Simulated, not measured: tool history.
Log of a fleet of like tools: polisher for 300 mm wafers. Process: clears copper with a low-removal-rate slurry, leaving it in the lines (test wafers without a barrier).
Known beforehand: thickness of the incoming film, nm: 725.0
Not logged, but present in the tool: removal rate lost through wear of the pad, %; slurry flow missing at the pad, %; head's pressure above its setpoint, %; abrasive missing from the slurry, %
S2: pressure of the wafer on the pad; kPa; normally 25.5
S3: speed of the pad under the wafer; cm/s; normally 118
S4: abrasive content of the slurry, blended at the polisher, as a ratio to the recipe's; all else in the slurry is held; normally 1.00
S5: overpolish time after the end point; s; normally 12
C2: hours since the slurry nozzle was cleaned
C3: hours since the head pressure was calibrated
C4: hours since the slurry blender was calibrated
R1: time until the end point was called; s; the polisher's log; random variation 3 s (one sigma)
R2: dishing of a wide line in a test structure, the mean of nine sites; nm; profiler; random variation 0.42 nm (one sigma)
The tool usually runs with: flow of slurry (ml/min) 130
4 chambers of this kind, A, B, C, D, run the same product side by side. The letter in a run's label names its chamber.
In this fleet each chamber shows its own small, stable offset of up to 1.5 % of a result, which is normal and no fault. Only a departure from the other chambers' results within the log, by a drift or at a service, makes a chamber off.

Run 1A, hour 4.0: usual settings; wafers polished on this pad 778; C2 161.4; C3 345.6; C4 115.2. Result: R1 173.34 s, R2 35.534 nm.
Run 2C, hour 7.5: usual settings; wafers polished on this pad 647; C2 472.9; C3 456.8; C4 27.9. Result: R1 178.38 s, R2 36.582 nm.
Run 3D, hour 11.6: usual settings; wafers polished on this pad 944; C2 161.7; C3 1095.6; C4 108.9. Result: R1 174.69 s, R2 36.177 nm.
Run 4B, hour 14.5: usual settings; wafers polished on this pad 878; C2 116.4; C3 131.2; C4 136.0. Result: R1 169.98 s, R2 35.968 nm.
Run 5B, hour 17.1: usual settings but flow of slurry (ml/min) 155; wafers polished on this pad 895; C2 119.0; C3 133.8; C4 138.6. Result: R1 170.82 s, R2 37.010 nm.
Run 6C, hour 19.5: usual settings but flow of slurry (ml/min) 155; wafers polished on this pad 728; C2 484.9; C3 468.8; C4 39.9. Result: R1 170.93 s, R2 37.002 nm.
Run 7A, hour 22.8: usual settings but flow of slurry (ml/min) 155; wafers polished on this pad 904; C2 180.2; C3 364.4; C4 134.0. Result: R1 178.81 s, R2 36.329 nm.
Run 8D, hour 26.7: usual settings but flow of slurry (ml/min) 155; wafers polished on this pad 1044; C2 176.8; C3 1110.7; C4 124.0. Result: R1 170.21 s, R2 37.425 nm.
At hour 26.8: chamber C: worn pad replaced by a new one.
At hour 28.6: chamber A: worn pad replaced by a new one.
Run 9C, hour 30.1: usual settings; wafers polished on this pad 22; C2 495.5; C3 479.4; C4 50.5. Result: R1 178.04 s, R2 36.103 nm.
Run 10D, hour 33.6: usual settings but S3 98 cm/s, S4 1.25; wafers polished on this pad 1091; C2 183.7; C3 1117.6; C4 130.9. Result: R1 196.32 s, R2 32.219 nm.
Run 11A, hour 36.7: usual settings but S3 98 cm/s, S4 1.25; wafers polished on this pad 54; C2 194.1; C3 378.3; C4 147.9. Result: R1 199.28 s, R2 32.065 nm.
Run 12B, hour 41.3: usual settings but S3 98 cm/s, S4 1.25; wafers polished on this pad 1057; C2 143.2; C3 158.0; C4 162.8. Result: R1 196.76 s, R2 32.501 nm.
Run 13B, hour 44.7: usual settings but S3 98 cm/s, S4 1.25; wafers polished on this pad 1080; C2 146.6; C3 161.4; C4 166.2. Result: R1 201.14 s, R2 32.459 nm.
Run 14D, hour 48.0: usual settings; wafers polished on this pad 1187; C2 198.1; C3 1132.0; C4 145.3. Result: R1 175.05 s, R2 36.030 nm.
At hour 49.7: chamber B: worn pad replaced by a new one.
Run 15C, hour 50.2: usual settings; wafers polished on this pad 156; C2 515.6; C3 499.5; C4 70.6. Result: R1 173.58 s, R2 36.337 nm.
Run 16A, hour 54.2: usual settings; wafers polished on this pad 171; C2 211.6; C3 395.8; C4 165.4. Result: R1 180.97 s, R2 36.025 nm.
Run 17C, hour 56.2: usual settings; wafers polished on this pad 196; C2 521.6; C3 505.5; C4 76.6. Result: R1 174.24 s, R2 36.849 nm.
Run 18D, hour 58.7: usual settings; wafers polished on this pad 1258; C2 208.8; C3 1142.7; C4 156.0. Result: R1 178.02 s, R2 35.463 nm.
Run 19A, hour 60.7: usual settings; wafers polished on this pad 214; C2 218.1; C3 402.3; C4 171.9. Result: R1 180.98 s, R2 35.579 nm.
Run 20B, hour 63.2: usual settings; wafers polished on this pad 90; C2 165.1; C3 179.9; C4 184.7. Result: R1 173.51 s, R2 35.470 nm.
Run 21D, hour 66.8: usual settings; wafers polished on this pad 1312; C2 216.9; C3 1150.8; C4 164.1. Result: R1 178.39 s, R2 34.611 nm.
Run 22B, hour 69.0: usual settings; wafers polished on this pad 129; C2 170.9; C3 185.7; C4 190.5. Result: R1 174.88 s, R2 36.529 nm.
At hour 70.8: chamber D: head pressure recalibrated.
Run 23C, hour 72.5: usual settings; wafers polished on this pad 305; C2 537.9; C3 521.8; C4 92.9. Result: R1 174.61 s, R2 35.877 nm.
Run 24A, hour 75.1: usual settings; wafers polished on this pad 311; C2 232.5; C3 416.7; C4 186.3. Result: R1 178.50 s, R2 34.914 nm.
At hour 76.0: chamber A: slurry blender recalibrated.
Run 25D, hour 79.7: usual settings; wafers polished on this pad 1399; C2 229.8; C3 9.0; C4 177.0. Result: R1 183.45 s, R2 33.789 nm.
Run 26C, hour 82.7: usual settings; wafers polished on this pad 373; C2 548.1; C3 532.0; C4 103.1. Result: R1 170.11 s, R2 36.551 nm.
Run 27A, hour 85.4: usual settings; wafers polished on this pad 379; C2 242.8; C3 427.0; C4 9.4. Result: R1 174.97 s, R2 36.713 nm.
Run 28B, hour 88.9: usual settings; wafers polished on this pad 262; C2 190.8; C3 205.6; C4 210.4. Result: R1 169.89 s, R2 36.211 nm.
Run 29A, hour 91.2: usual settings but S4 0.90; wafers polished on this pad 418; C2 248.6; C3 432.8; C4 15.2. Result: R1 175.89 s, R2 35.509 nm.

Is one chamber off against the others, does the gauge drift, or is nothing wrong? If a chamber is off, say which, and what the likeliest cause is.

It is chamber D that slowly wanders off from its peers.
Cause: slurry flow missing at the pad, % = 42.1.
The log may not separate it from: removal rate lost through wear of the pad, %.

Here are 4 candidates for chamber D's next run, each the usual settings with a change, their results left as question marks. Which one brings its results back in line with what the others give on the usual settings?
To be in line, a result may differ from the other chambers' mean on the usual settings by at most: R1 10.00 s; R2 1.500 nm
Run 30D-1, hour 94.6: usual settings but flow of slurry (ml/min) 135, S2 28.3 kPa, S3 130 cm/s. Result: R1 ?, R2 ?.
Run 30D-2, hour 94.6: usual settings but S2 24.1 kPa, S3 110 cm/s. Result: R1 ?, R2 ?.
Run 30D-3, hour 94.6: usual settings but S2 26.9 kPa, S3 126 cm/s. Result: R1 ?, R2 ?.
Run 30D-4, hour 94.6: usual settings but flow of slurry (ml/min) 125, S2 23.4 kPa, S3 106 cm/s. Result: R1 ?, R2 ?.

Other chambers, usual settings, mean: R1 174.15 s; R2 36.125 nm
  run      R1      R2
30D-1  159.97  38.938
30D-2  223.93  28.574
30D-3  175.52  35.774
30D-4  242.27  26.557
The answer is 30D-3, which returns the chamber to within the allowed miss of the others.
